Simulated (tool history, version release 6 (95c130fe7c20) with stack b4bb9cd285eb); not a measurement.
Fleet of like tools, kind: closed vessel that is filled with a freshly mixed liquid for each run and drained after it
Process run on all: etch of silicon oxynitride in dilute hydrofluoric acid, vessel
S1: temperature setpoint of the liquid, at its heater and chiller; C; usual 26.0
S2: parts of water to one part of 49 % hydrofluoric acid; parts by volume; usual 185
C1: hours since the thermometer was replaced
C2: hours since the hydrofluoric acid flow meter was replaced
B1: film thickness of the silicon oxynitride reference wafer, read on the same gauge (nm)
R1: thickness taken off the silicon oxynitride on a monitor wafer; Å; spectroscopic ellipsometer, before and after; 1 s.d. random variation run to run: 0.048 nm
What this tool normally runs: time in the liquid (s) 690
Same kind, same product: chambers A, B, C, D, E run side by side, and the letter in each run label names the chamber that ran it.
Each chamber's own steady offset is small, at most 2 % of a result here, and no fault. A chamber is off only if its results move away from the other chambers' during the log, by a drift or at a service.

Run 1B, hour 11.7: usual settings; C1 770.8; C2 133.3; B1 80.004. Result: R1 55.392 Å.
Run 2A, hour 17.6: usual settings; C1 696.0; C2 239.5; B1 80.018. Result: R1 54.215 Å.
Run 3E, hour 23.4: usual settings; C1 287.9; C2 846.5; B1 79.973. Result: R1 54.112 Å.
Run 4C, hour 34.3: usual settings; C1 830.2; C2 113.1; B1 79.996. Result: R1 55.489 Å.
Run 5D, hour 45.8: usual settings; C1 650.8; C2 330.6; B1 80.001. Result: R1 55.025 Å.
Run 6C, hour 57.4: usual settings; C1 853.3; C2 136.2; B1 79.983. Result: R1 55.275 Å.
Run 7A, hour 66.7: usual settings; C1 745.1; C2 288.6; B1 80.000. Result: R1 54.129 Å.
Run 8E, hour 72.2: usual settings; C1 336.7; C2 895.3; B1 79.982. Result: R1 53.559 Å.
Run 9B, hour 81.3: usual settings; C1 840.4; C2 202.9; B1 80.002. Result: R1 54.754 Å.
Run 10D, hour 87.1: usual settings; C1 692.1; C2 371.9; B1 79.980. Result: R1 54.333 Å.
Run 11C, hour 96.4: usual settings; C1 892.3; C2 175.2; B1 80.007. Result: R1 56.269 Å.
Run 12D, hour 107.1: usual settings; C1 712.1; C2 391.9; B1 80.016. Result: R1 54.462 Å.
Run 13E, hour 117.2: usual settings but S1 27.5 C; C1 381.7; C2 940.3; B1 79.981. Result: R1 56.891 Å.
Run 14A, hour 127.9: usual settings but S1 27.5 C; C1 806.3; C2 349.8; B1 80.014. Result: R1 57.873 Å.
Run 15B, hour 133.6: usual settings but S1 27.5 C; C1 892.7; C2 255.2; B1 80.000. Result: R1 59.043 Å.
Run 16E, hour 145.6: usual settings but S1 27.5 C; C1 410.1; C2 968.7; B1 79.993. Result: R1 57.685 Å.
Run 17D, hour 151.2: usual settings but S1 27.5 C; C1 756.2; C2 436.0; B1 80.014. Result: R1 57.893 Å.
Run 18A, hour 156.6: usual settings; C1 835.0; C2 378.5; B1 80.019. Result: R1 54.709 Å.
Run 19C, hour 168.7: usual settings; C1 964.6; C2 247.5; B1 79.983. Result: R1 55.414 Å.
Run 20B, hour 176.1: usual settings; C1 935.2; C2 297.7; B1 80.003. Result: R1 55.822 Å.
Run 21E, hour 182.4: usual settings; C1 446.9; C2 1005.5; B1 79.991. Result: R1 53.634 Å.
Run 22D, hour 190.6: usual settings; C1 795.6; C2 475.4; B1 80.022. Result: R1 53.430 Å.
Run 23C, hour 197.1: usual settings; C1 993.0; C2 275.9; B1 80.032. Result: R1 55.895 Å.
Run 24B, hour 207.7: usual settings; C1 966.8; C2 329.3; B1 79.998. Result: R1 54.902 Å.
Run 25A, hour 213.8: usual settings but time in the liquid (s) 515; C1 892.2; C2 435.7; B1 80.008. Result: R1 40.053 Å.
Run 26D, hour 225.4: usual settings but time in the liquid (s) 515; C1 830.4; C2 510.2; B1 80.027. Result: R1 38.890 Å.
Run 27C, hour 234.7: usual settings but time in the liquid (s) 515; C1 1030.6; C2 313.5; B1 80.029. Result: R1 40.890 Å.
Run 28E, hour 242.6: usual settings but time in the liquid (s) 515; C1 507.1; C2 1065.7; B1 80.028. Result: R1 40.130 Å.
Run 29A, hour 253.3: usual settings but time in the liquid (s) 515; C1 931.7; C2 475.2; B1 79.967. Result: R1 40.352 Å.
Run 30B, hour 265.3: usual settings; C1 1024.4; C2 386.9; B1 79.968. Result: R1 54.975 Å.
Run 31D, hour 271.1: usual settings; C1 876.1; C2 555.9; B1 79.977. Result: R1 50.717 Å.
Run 32A, hour 282.7: usual settings; C1 961.1; C2 504.6; B1 79.997. Result: R1 55.573 Å.
Run 33C, hour 294.2: usual settings; C1 1090.1; C2 373.0; B1 79.973. Result: R1 55.892 Å.
Run 34E, hour 299.8: usual settings; C1 564.3; C2 1122.9; B1 79.959. Result: R1 53.476 Å.
Run 35B, hour 310.5: usual settings; C1 1069.6; C2 432.1; B1 80.037. Result: R1 55.322 Å.
Run 36C, hour 318.9: usual settings; C1 1114.8; C2 397.7; B1 79.968. Result: R1 54.928 Å.
Run 37B, hour 330.3: usual settings; C1 1089.4; C2 451.9; B1 80.030. Result: R1 54.921 Å.

What goes on in this fleet: one chamber off, a drifting gauge, or nothing beyond the chambers' own small offsets? Name the chamber and the cause, if any.

Little by little, chamber D moves away from the other chambers.
Cause: liquid colder than its thermometer reads (K) = 2.51.
With only this log, it may be confused with: hydrofluoric acid flow below the setpoint (%).

Below are 4 candidate recipes for chamber D's next run, each the usual settings with a change, their results shown as question marks. Which of them brings D's results back in line with what the other chambers give on the usual settings?
In line means no further than this from the other chambers' mean on the usual settings: R1 1.700 Å
Run 38D-1, hour 339.0: usual settings but S1 24.5 C. Result: R1 ?.
Run 38D-2, hour 339.0: usual settings but S2 175 parts by volume, time in the liquid (s) 735. Result: R1 ?.
Run 38D-3, hour 339.0: usual settings but S2 180 parts by volume, time in the liquid (s) 710. Result: R1 ?.
Run 38D-4, hour 339.0: usual settings but S2 205 parts by volume. Result: R1 ?.

Average result of the remaining chambers running the usual settings: R1 54.742 Å
  run      R1
38D-1  45.534
38D-2  55.285
38D-3  51.726
38D-4  43.337
The right change is 38D-2: it brings the chamber back within the allowed miss of the others.

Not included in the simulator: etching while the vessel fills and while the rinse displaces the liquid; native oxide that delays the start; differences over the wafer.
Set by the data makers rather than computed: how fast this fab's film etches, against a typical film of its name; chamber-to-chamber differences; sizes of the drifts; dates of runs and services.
